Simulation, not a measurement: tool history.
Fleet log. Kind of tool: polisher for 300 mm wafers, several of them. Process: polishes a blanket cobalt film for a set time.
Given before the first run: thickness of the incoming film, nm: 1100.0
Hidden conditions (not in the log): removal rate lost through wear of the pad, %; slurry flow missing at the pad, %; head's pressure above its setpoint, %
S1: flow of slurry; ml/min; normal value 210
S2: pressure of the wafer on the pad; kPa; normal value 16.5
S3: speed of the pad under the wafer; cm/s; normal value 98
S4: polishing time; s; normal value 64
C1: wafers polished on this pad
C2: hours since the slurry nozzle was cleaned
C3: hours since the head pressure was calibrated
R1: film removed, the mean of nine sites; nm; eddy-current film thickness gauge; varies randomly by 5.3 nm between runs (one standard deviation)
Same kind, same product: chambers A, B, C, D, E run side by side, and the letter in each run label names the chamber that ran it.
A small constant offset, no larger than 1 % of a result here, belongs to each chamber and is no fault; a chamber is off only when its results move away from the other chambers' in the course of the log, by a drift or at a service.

{"hour": 1.8, "done": "chamber C: worn pad replaced by a new one"}
{"hour": 3.3, "done": "chamber D: head pressure recalibrated"}
{"run": "1D", "hour": 4.5, "S1": 210, "S2": 16.5, "S3": 98, "S4": 64, "C1": 1341, "C2": 64.0, "C3": 1.3, "R1": 354.21}
{"hour": 5.6, "done": "chamber B: head pressure recalibrated"}
{"run": "2B", "hour": 8.7, "S1": 210, "S2": 16.5, "S3": 98, "S4": 64, "C1": 428, "C2": 12.0, "C3": 3.2, "R1": 353.0}
{"run": "3E", "hour": 17.2, "S1": 210, "S2": 16.5, "S3": 98, "S4": 64, "C1": 453, "C2": 57.5, "C3": 300.1, "R1": 356.7}
{"run": "4A", "hour": 24.7, "S1": 210, "S2": 16.5, "S3": 98, "S4": 64, "C1": 1013, "C2": 128.7, "C3": 250.1, "R1": 352.09}
{"run": "5C", "hour": 30.2, "S1": 210, "S2": 16.5, "S3": 98, "S4": 64, "C1": 224, "C2": 640.2, "C3": 510.3, "R1": 348.47}
{"run": "6C", "hour": 37.1, "S1": 210, "S2": 16.5, "S3": 98, "S4": 64, "C1": 279, "C2": 647.1, "C3": 517.2, "R1": 358.47}
{"hour": 38.0, "done": "chamber D: worn pad replaced by a new one"}
{"hour": 39.0, "done": "chamber A: worn pad replaced by a new one"}
{"run": "7B", "hour": 44.7, "S1": 210, "S2": 16.5, "S3": 98, "S4": 64, "C1": 712, "C2": 48.0, "C3": 39.2, "R1": 350.61}
{"run": "8E", "hour": 51.1, "S1": 210, "S2": 16.5, "S3": 98, "S4": 64, "C1": 720, "C2": 91.4, "C3": 334.0, "R1": 350.33}
{"run": "9D", "hour": 55.0, "S1": 210, "S2": 16.5, "S3": 98, "S4": 64, "C1": 134, "C2": 114.5, "C3": 51.8, "R1": 337.45}
{"run": "10A", "hour": 59.6, "S1": 210, "S2": 16.5, "S3": 98, "S4": 64, "C1": 162, "C2": 163.6, "C3": 285.0, "R1": 347.33}
{"run": "11D", "hour": 64.2, "S1": 210, "S2": 16.5, "S3": 98, "S4": 64, "C1": 207, "C2": 123.7, "C3": 61.0, "R1": 343.29}
{"run": "12B", "hour": 70.9, "S1": 210, "S2": 13.8, "S3": 98, "S4": 64, "C1": 919, "C2": 74.2, "C3": 65.4, "R1": 281.17}
{"run": "13E", "hour": 78.0, "S1": 210, "S2": 13.8, "S3": 98, "S4": 64, "C1": 933, "C2": 118.3, "C3": 360.9, "R1": 294.36}
{"hour": 81.1, "done": "chamber C: worn pad replaced by a new one"}
{"run": "14C", "hour": 82.2, "S1": 210, "S2": 13.8, "S3": 98, "S4": 64, "C1": 9, "C2": 692.2, "C3": 562.3, "R1": 290.74}
{"run": "15A", "hour": 86.0, "S1": 210, "S2": 13.8, "S3": 98, "S4": 64, "C1": 371, "C2": 190.0, "C3": 311.4, "R1": 292.99}
{"run": "16D", "hour": 92.2, "S1": 210, "S2": 13.8, "S3": 98, "S4": 64, "C1": 428, "C2": 151.7, "C3": 89.0, "R1": 288.44}
{"run": "17A", "hour": 98.4, "S1": 135, "S2": 19.3, "S3": 98, "S4": 64, "C1": 468, "C2": 202.4, "C3": 323.8, "R1": 379.37}
{"run": "18B", "hour": 106.6, "S1": 135, "S2": 19.3, "S3": 98, "S4": 64, "C1": 1201, "C2": 109.9, "C3": 101.1, "R1": 353.63}
{"run": "19C", "hour": 114.5, "S1": 135, "S2": 19.3, "S3": 98, "S4": 64, "C1": 264, "C2": 724.5, "C3": 594.6, "R1": 390.43}
{"hour": 116.1, "done": "chamber C: slurry nozzle cleaned"}
{"hour": 116.5, "done": "chamber E: worn pad replaced by a new one"}
{"run": "20E", "hour": 121.3, "S1": 135, "S2": 19.3, "S3": 98, "S4": 64, "C1": 38, "C2": 161.6, "C3": 404.2, "R1": 385.34}
{"run": "21B", "hour": 127.2, "S1": 135, "S2": 19.3, "S3": 98, "S4": 64, "C1": 1364, "C2": 130.5, "C3": 121.7, "R1": 358.16}
{"run": "22C", "hour": 131.3, "S1": 210, "S2": 11.7, "S3": 98, "S4": 80, "C1": 397, "C2": 15.3, "C3": 611.4, "R1": 312.03}
{"run": "23D", "hour": 135.5, "S1": 210, "S2": 11.7, "S3": 98, "S4": 80, "C1": 770, "C2": 195.0, "C3": 132.3, "R1": 307.8}
{"run": "24E", "hour": 142.5, "S1": 210, "S2": 11.7, "S3": 98, "S4": 80, "C1": 205, "C2": 182.8, "C3": 425.4, "R1": 319.09}
{"run": "25A", "hour": 149.1, "S1": 210, "S2": 11.7, "S3": 98, "S4": 80, "C1": 869, "C2": 253.1, "C3": 374.5, "R1": 314.86}
{"run": "26B", "hour": 156.7, "S1": 210, "S2": 11.7, "S3": 98, "S4": 80, "C1": 1596, "C2": 160.0, "C3": 151.2, "R1": 285.35}
{"hour": 161.4, "done": "chamber C: worn pad replaced by a new one"}
{"run": "27C", "hour": 161.4, "S1": 210, "S2": 16.5, "S3": 98, "S4": 64, "C1": 0, "C2": 45.4, "C3": 641.5, "R1": 352.26}
{"run": "28D", "hour": 166.5, "S1": 210, "S2": 16.5, "S3": 98, "S4": 64, "C1": 1015, "C2": 226.0, "C3": 163.3, "R1": 345.24}
{"run": "29E", "hour": 173.2, "S1": 210, "S2": 16.5, "S3": 98, "S4": 64, "C1": 447, "C2": 213.5, "C3": 456.1, "R1": 354.09}
{"hour": 174.8, "done": "chamber A: worn pad replaced by a new one"}
{"run": "30A", "hour": 180.2, "S1": 210, "S2": 16.5, "S3": 98, "S4": 64, "C1": 43, "C2": 284.2, "C3": 405.6, "R1": 348.8}

Decide between three cases: one chamber stands off from its peers, the gauge reading all wafers drifts, or nothing is wrong past each chamber's small offset. Where a chamber is off, say which and what most likely put it there.

Little by little, chamber B moves away from the other chambers.
Likeliest cause: removal rate lost through wear of the pad, % = 11.5.
Not necessarily distinguishable in this log from: head's pressure below its setpoint, %.

Chamber B could run next with any of the 4 candidate recipes listed below; each alters the usual settings, and their results appear as question marks. Which one brings its results back in line with what the other chambers deliver on the usual settings?
Allowed miss from the other chambers' usual-settings mean, per result, to count as in line: R1 18.00 nm
{"run": "31B-1", "hour": 186.3, "S1": 210, "S2": 17.2, "S3": 102, "S4": 67, "R1": "?"}
{"run": "31B-2", "hour": 186.3, "S1": 250, "S2": 16.5, "S3": 98, "S4": 64, "R1": "?"}
{"run": "31B-3", "hour": 186.3, "S1": 210, "S2": 16.5, "S3": 98, "S4": 62, "R1": "?"}
{"run": "31B-4", "hour": 186.3, "S1": 210, "S2": 15.9, "S3": 94, "S4": 61, "R1": "?"}

Average result of the remaining chambers running the usual settings: R1 350.74 nm
run=31B-1 R1=353.34
run=31B-2 R1=317.75
run=31B-3 R1=301.63
run=31B-4 R1=272.83
The right change is 31B-1: it brings the chamber back within the allowed miss of the others.

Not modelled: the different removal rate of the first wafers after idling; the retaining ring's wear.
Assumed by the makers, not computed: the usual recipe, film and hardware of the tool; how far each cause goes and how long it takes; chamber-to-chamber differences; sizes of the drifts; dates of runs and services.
